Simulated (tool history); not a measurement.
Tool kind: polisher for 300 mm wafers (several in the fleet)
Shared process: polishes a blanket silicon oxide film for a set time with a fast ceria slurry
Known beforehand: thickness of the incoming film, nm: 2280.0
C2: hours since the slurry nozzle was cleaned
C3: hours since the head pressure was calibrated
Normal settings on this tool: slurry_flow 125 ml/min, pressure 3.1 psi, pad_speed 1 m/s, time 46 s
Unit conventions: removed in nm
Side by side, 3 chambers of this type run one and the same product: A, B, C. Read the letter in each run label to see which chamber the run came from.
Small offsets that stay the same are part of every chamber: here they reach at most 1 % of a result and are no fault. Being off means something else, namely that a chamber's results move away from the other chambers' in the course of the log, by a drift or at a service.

Run 1B, day 0.325: usual settings; wafers polished on this pad 802; C2 450.8; C3 319.2. Result: removed 637.51 nm.
At day 0.671: chamber B: worn pad replaced by a new one.
Run 2A, day 0.792: usual settings; wafers polished on this pad 944; C2 132.4; C3 787.8. Result: removed 648.44 nm.
Run 3C, day 1.096: usual settings; wafers polished on this pad 683; C2 194.8; C3 616.4. Result: removed 662.21 nm.
Run 4C, day 1.317: usual settings; wafers polished on this pad 729; C2 200.1; C3 621.7. Result: removed 659.7 nm.
At day 1.617: chamber A: worn pad replaced by a new one.
Run 5B, day 1.667: usual settings; wafers polished on this pad 206; C2 483; C3 351.4. Result: removed 641.13 nm.
Run 6A, day 2.042: usual settings; wafers polished on this pad 88; C2 162.4; C3 817.8. Result: removed 651.76 nm.
Run 7C, day 2.404: usual settings; wafers polished on this pad 954; C2 226.2; C3 647.8. Result: removed 658.2 nm.
Run 8A, day 2.638: usual settings; wafers polished on this pad 211; C2 176.7; C3 832.1. Result: removed 651.7 nm.
Run 9B, day 2.942: usual settings; wafers polished on this pad 470; C2 513.6; C3 382. Result: removed 642.45 nm.
Run 10A, day 3.358: usual settings but pressure 4 psi; wafers polished on this pad 360; C2 194; C3 849.4. Result: removed 842.41 nm.
Run 11C, day 3.567: usual settings but pressure 4 psi; wafers polished on this pad 1195; C2 254.1; C3 675.7. Result: removed 819.88 nm.
At day 3.608: chamber C: worn pad replaced by a new one.
Run 12B, day 3.942: usual settings but pressure 4 psi; wafers polished on this pad 677; C2 537.6; C3 406. Result: removed 826.04 nm.
At day 4.2: chamber B: head pressure recalibrated.
At day 4.296: chamber A: slurry nozzle cleaned.
Run 13A, day 4.296: usual settings; wafers polished on this pad 554; C2 0.1; C3 871.9. Result: removed 647.93 nm.
Run 14C, day 4.617: usual settings; wafers polished on this pad 209; C2 279.3; C3 700.9. Result: removed 667.52 nm.
Run 15B, day 4.846: usual settings; wafers polished on this pad 864; C2 559.3; C3 15.5. Result: removed 635.73 nm.
At day 5.171: chamber B: slurry nozzle cleaned.
Run 16A, day 5.233: usual settings but pressure 3.9 psi; wafers polished on this pad 748; C2 22.6; C3 894.4. Result: removed 822.78 nm.
Run 17C, day 5.479: usual settings but pressure 3.9 psi; wafers polished on this pad 388; C2 300; C3 721.6. Result: removed 827.93 nm.
At day 5.708: chamber B: worn pad replaced by a new one.
At day 5.758: chamber A: worn pad replaced by a new one.
Run 18B, day 5.9: usual settings but pressure 3.9 psi; wafers polished on this pad 39; C2 17.5; C3 40.8. Result: removed 812.73 nm.
Run 19A, day 6.175: usual settings; wafers polished on this pad 86; C2 45.2; C3 917. Result: removed 642.19 nm.
Run 20C, day 6.408: usual settings; wafers polished on this pad 580; C2 322.3; C3 743.9. Result: removed 652.49 nm.
Run 21B, day 6.671: usual settings; wafers polished on this pad 199; C2 36; C3 59.3. Result: removed 642.59 nm.
Run 22C, day 7.133: usual settings; wafers polished on this pad 730; C2 339.7; C3 761.3. Result: removed 676.3 nm.
Run 23A, day 7.412: usual settings; wafers polished on this pad 342; C2 74.9; C3 946.7. Result: removed 647.18 nm.
Run 24B, day 7.683: usual settings; wafers polished on this pad 409; C2 60.3; C3 83.6. Result: removed 649.7 nm.
Run 25B, day 7.954: usual settings; wafers polished on this pad 465; C2 66.8; C3 90.1. Result: removed 635.5 nm.
Run 26C, day 8.254: usual settings; wafers polished on this pad 962; C2 366.6; C3 788.2. Result: removed 660.64 nm.
Run 27A, day 8.7: usual settings; wafers polished on this pad 609; C2 105.8; C3 977.6. Result: removed 649.71 nm.
Run 28C, day 8.942: usual settings; wafers polished on this pad 1105; C2 383.1; C3 804.7. Result: removed 684.06 nm.
Run 29B, day 9.421: usual settings; wafers polished on this pad 768; C2 102; C3 125.3. Result: removed 633.8 nm.
At day 9.533: chamber C: worn pad replaced by a new one.
Run 30A, day 9.762: usual settings; wafers polished on this pad 829; C2 131.3; C3 1003.1. Result: removed 648.48 nm.
Run 31C, day 10.133: usual settings; wafers polished on this pad 124; C2 411.7; C3 833.3. Result: removed 685.71 nm.
Run 32A, day 10.35: usual settings; wafers polished on this pad 950; C2 145.4; C3 1017.2. Result: removed 645.53 nm.
At day 10.542: chamber B: worn pad replaced by a new one.
Run 33B, day 10.592: usual settings but slurry_flow 105 ml/min, pressure 2.6 psi; wafers polished on this pad 10; C2 130.1; C3 153.4. Result: removed 520 nm.
Run 34C, day 10.9: usual settings but slurry_flow 105 ml/min, pressure 2.6 psi; wafers polished on this pad 283; C2 430.1; C3 851.7. Result: removed 554.76 nm.
At day 11.242: chamber A: worn pad replaced by a new one.
Run 35B, day 11.275: usual settings but slurry_flow 105 ml/min, pressure 2.6 psi; wafers polished on this pad 151; C2 146.5; C3 169.8. Result: removed 519.74 nm.
Run 36A, day 11.629: usual settings; wafers polished on this pad 80; C2 176.1; C3 1047.9. Result: removed 647.02 nm.
Run 37C, day 12.067: usual settings; wafers polished on this pad 524; C2 458.1; C3 879.7. Result: removed 684.07 nm.
Run 38A, day 12.421: usual settings; wafers polished on this pad 244; C2 195.1; C3 1066.9. Result: removed 653.32 nm.
Run 39B, day 12.667: usual settings; wafers polished on this pad 440; C2 179.9; C3 203.2. Result: removed 648.13 nm.
Run 40B, day 13.062: usual settings; wafers polished on this pad 522; C2 189.4; C3 212.7. Result: removed 663.06 nm.
Run 41C, day 13.454: usual settings; wafers polished on this pad 812; C2 491.4; C3 913. Result: removed 690.06 nm.
Run 42A, day 13.829: usual settings; wafers polished on this pad 535; C2 228.9; C3 1100.7. Result: removed 638.22 nm.

Predict what each chamber gives when all 3 of them run the settings below next.
Run 43A, day 14.171: usual settings but slurry_flow 150 ml/min. Result: removed ?.
Run 43B, day 14.171: usual settings but slurry_flow 150 ml/min. Result: removed ?.
Run 43C, day 14.171: usual settings but slurry_flow 150 ml/min. Result: removed ?.

run  removed
43A   676.78
43B   672.28
43C    728.1
